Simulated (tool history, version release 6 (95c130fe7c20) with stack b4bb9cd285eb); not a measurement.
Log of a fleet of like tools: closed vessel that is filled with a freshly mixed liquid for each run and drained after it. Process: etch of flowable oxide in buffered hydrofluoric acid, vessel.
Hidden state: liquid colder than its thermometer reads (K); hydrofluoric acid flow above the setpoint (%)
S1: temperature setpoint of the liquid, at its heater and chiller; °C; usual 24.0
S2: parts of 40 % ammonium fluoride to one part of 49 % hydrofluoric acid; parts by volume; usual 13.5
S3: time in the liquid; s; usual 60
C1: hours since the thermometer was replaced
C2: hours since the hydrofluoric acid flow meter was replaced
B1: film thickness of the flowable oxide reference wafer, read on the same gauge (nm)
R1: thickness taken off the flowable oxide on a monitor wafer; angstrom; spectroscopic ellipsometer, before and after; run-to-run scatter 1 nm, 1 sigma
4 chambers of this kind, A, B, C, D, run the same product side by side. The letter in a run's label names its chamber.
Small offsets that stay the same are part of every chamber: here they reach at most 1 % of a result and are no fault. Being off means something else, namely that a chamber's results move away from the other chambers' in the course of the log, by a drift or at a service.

run   hour    S1    S2  S3      C1      C2      B1      R1
 1A   13.7  24.0  13.5  60  1739.5    41.9  120.01  1798.7
 2B   20.6  24.0  13.5  60  1326.3   227.9  120.00  1841.4
 3C   35.2  24.0  13.5  60  1460.9  2005.3  120.00  1821.2
 4D   44.4  24.0  13.5  60  1349.0   499.7  120.00  1833.2
 5D   52.2  20.5  13.5  80  1356.8   507.5  119.98  2021.1
 6B   65.7  20.5  13.5  80  1371.4   273.0  120.02  2017.9
 7A   78.0  20.5  13.5  80  1803.8   106.2  119.98  2001.1
 8C   86.0  20.5  13.5  80  1511.7  2056.1  119.97  1997.1
 9B   95.8  24.0  13.5  60  1401.5   303.1  120.01  1853.4
10C  103.0  24.0  13.5  60  1528.7  2073.1  119.99  1790.1
11A  113.1  24.0  13.5  80  1838.9   141.3  120.00  2421.4
12D  126.0  24.0  13.5  80  1430.6   581.3  120.01  2418.6
13D  132.6  24.0  13.5  80  1437.2   587.9  120.00  2424.9
14C  145.4  24.0  13.5  80  1571.1  2115.5  120.00  2377.2
15B  160.2  24.0  13.5  60  1465.9   367.5  120.00  1844.1
16A  172.0  24.0  13.5  60  1897.8   200.2  119.98  1803.1
17A  186.1  24.0  13.5  60  1911.9   214.3  119.97  1817.5
18B  200.5  24.0  13.5  60  1506.2   407.8  120.00  1842.4
19C  211.3  24.0  13.5  60  1637.0  2181.4  120.00  1732.5
20D  224.8  24.0  13.5  60  1529.4   680.1  120.02  1841.3
21B  235.0  24.0  13.5  60  1540.7   442.3  120.00  1832.8
     240.5  -- chamber A: thermometer replaced
22C  243.5  24.0  13.5  60  1669.2  2213.6  120.02  1739.6
23A  252.0  24.0  13.5  60    11.6   280.2  120.00  1837.7
24D  267.2  24.0  13.5  40  1571.8   722.5  120.01  1232.5

Is one chamber out of step, is the gauge drifting, or do the chambers differ by no more than their own small offsets? For an off chamber, give its letter and the likeliest cause.

It is chamber C that slowly wanders off from its peers.
What lies behind it: liquid colder than its thermometer reads (K) = 0.987.
From this log alone, it may not be told apart from: hydrofluoric acid flow below the setpoint (%).

Chamber C could run next with any of the 4 candidate recipes listed below; each alters the usual settings, and their results appear as question marks. Which one brings its results back in line with what the other chambers deliver on the usual settings?
Maximum distance from the other chambers' mean on the usual settings for a result to count as in line: R1 36.0 angstrom
25C-1  278.1  23.5  14.0  60               ?
25C-2  278.1  23.5  13.5  60               ?
25C-3  278.1  24.5  13.5  60               ?
25C-4  278.1  24.5  13.0  60               ?

Usual-settings mean across the other chambers: R1 1831.4 angstrom
  run      R1
25C-1  1619.0
25C-2  1677.7
25C-3  1772.5
25C-4  1839.2
The right change is 25C-4: it brings the chamber back within the allowed miss of the others.
